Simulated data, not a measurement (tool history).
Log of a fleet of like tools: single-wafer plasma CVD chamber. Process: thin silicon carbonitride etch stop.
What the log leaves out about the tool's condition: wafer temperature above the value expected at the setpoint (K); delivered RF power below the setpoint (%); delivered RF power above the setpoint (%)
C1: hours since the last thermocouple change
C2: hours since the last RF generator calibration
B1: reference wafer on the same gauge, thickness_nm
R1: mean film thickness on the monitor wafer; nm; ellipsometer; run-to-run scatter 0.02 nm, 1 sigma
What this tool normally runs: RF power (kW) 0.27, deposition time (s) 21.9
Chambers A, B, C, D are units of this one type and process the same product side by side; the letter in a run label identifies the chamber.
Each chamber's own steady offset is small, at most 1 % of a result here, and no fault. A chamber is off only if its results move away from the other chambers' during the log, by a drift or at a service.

Run 1B, hour 15.1: usual settings; C1 814.7; C2 859.4; B1 14.801. Result: R1 13.684 nm.
Run 2C, hour 26.5: usual settings; C1 370.7; C2 353.3; B1 14.809. Result: R1 13.582 nm.
Run 3D, hour 38: usual settings; C1 40; C2 288.8; B1 14.813. Result: R1 13.724 nm.
Run 4A, hour 52.7: usual settings; C1 2600.6; C2 1544.8; B1 14.813. Result: R1 13.594 nm.
Run 5B, hour 64.4: usual settings but RF power (kW) 0.32, deposition time (s) 24.2; C1 864; C2 908.7; B1 14.821. Result: R1 15.885 nm.
At hour 73.8: chamber B: RF generator calibrated.
Run 6A, hour 79.9: usual settings but RF power (kW) 0.32, deposition time (s) 24.2; C1 2627.8; C2 1572; B1 14.82. Result: R1 15.793 nm.
Run 7D, hour 93.6: usual settings but RF power (kW) 0.32, deposition time (s) 24.2; C1 95.6; C2 344.4; B1 14.829. Result: R1 16.04 nm.
Run 8C, hour 102.6: usual settings but RF power (kW) 0.32, deposition time (s) 24.2; C1 446.8; C2 429.4; B1 14.833. Result: R1 15.874 nm.
Run 9C, hour 118.2: usual settings; C1 462.4; C2 445; B1 14.836. Result: R1 13.641 nm.
Run 10A, hour 127.9: usual settings; C1 2675.8; C2 1620; B1 14.833. Result: R1 13.633 nm.
Run 11B, hour 135.2: usual settings; C1 934.8; C2 61.4; B1 14.834. Result: R1 13.715 nm.
Run 12D, hour 149.6: usual settings; C1 151.6; C2 400.4; B1 14.841. Result: R1 13.795 nm.
At hour 161.6: chamber A: thermocouple changed; heater temperature recalibrated.
Run 13B, hour 162.7: usual settings; C1 962.3; C2 88.9; B1 14.847. Result: R1 13.745 nm.
Run 14D, hour 177.3: usual settings; C1 179.3; C2 428.1; B1 14.85. Result: R1 13.745 nm.
Run 15A, hour 187.7: usual settings; C1 26.1; C2 1679.8; B1 14.852. Result: R1 13.648 nm.
Run 16C, hour 202.6: usual settings; C1 546.8; C2 529.4; B1 14.859. Result: R1 13.648 nm.
Run 17B, hour 214: usual settings; C1 1013.6; C2 140.2; B1 14.862. Result: R1 13.717 nm.
Run 18C, hour 221.8: usual settings; C1 566; C2 548.6; B1 14.86. Result: R1 13.673 nm.
Run 19A, hour 235.3: usual settings; C1 73.7; C2 1727.4; B1 14.867. Result: R1 13.637 nm.
Run 20D, hour 249.7: usual settings; C1 251.7; C2 500.5; B1 14.873. Result: R1 13.805 nm.
Run 21D, hour 262.9: usual settings; C1 264.9; C2 513.7; B1 14.874. Result: R1 13.802 nm.
Run 22C, hour 277.2: usual settings; C1 621.4; C2 604; B1 14.877. Result: R1 13.707 nm.
Run 23B, hour 285.1: usual settings; C1 1084.7; C2 211.3; B1 14.877. Result: R1 13.78 nm.
Run 24A, hour 299.5: usual settings; C1 137.9; C2 1791.6; B1 14.887. Result: R1 13.662 nm.

Is one chamber off against the others, does the gauge drift, or is nothing wrong? If a chamber is off, say which, and what the likeliest cause is.

Gauge drift. The chambers move together only on paper, and none stands off.
Likeliest cause: gauge reads high (%) = 0.602.
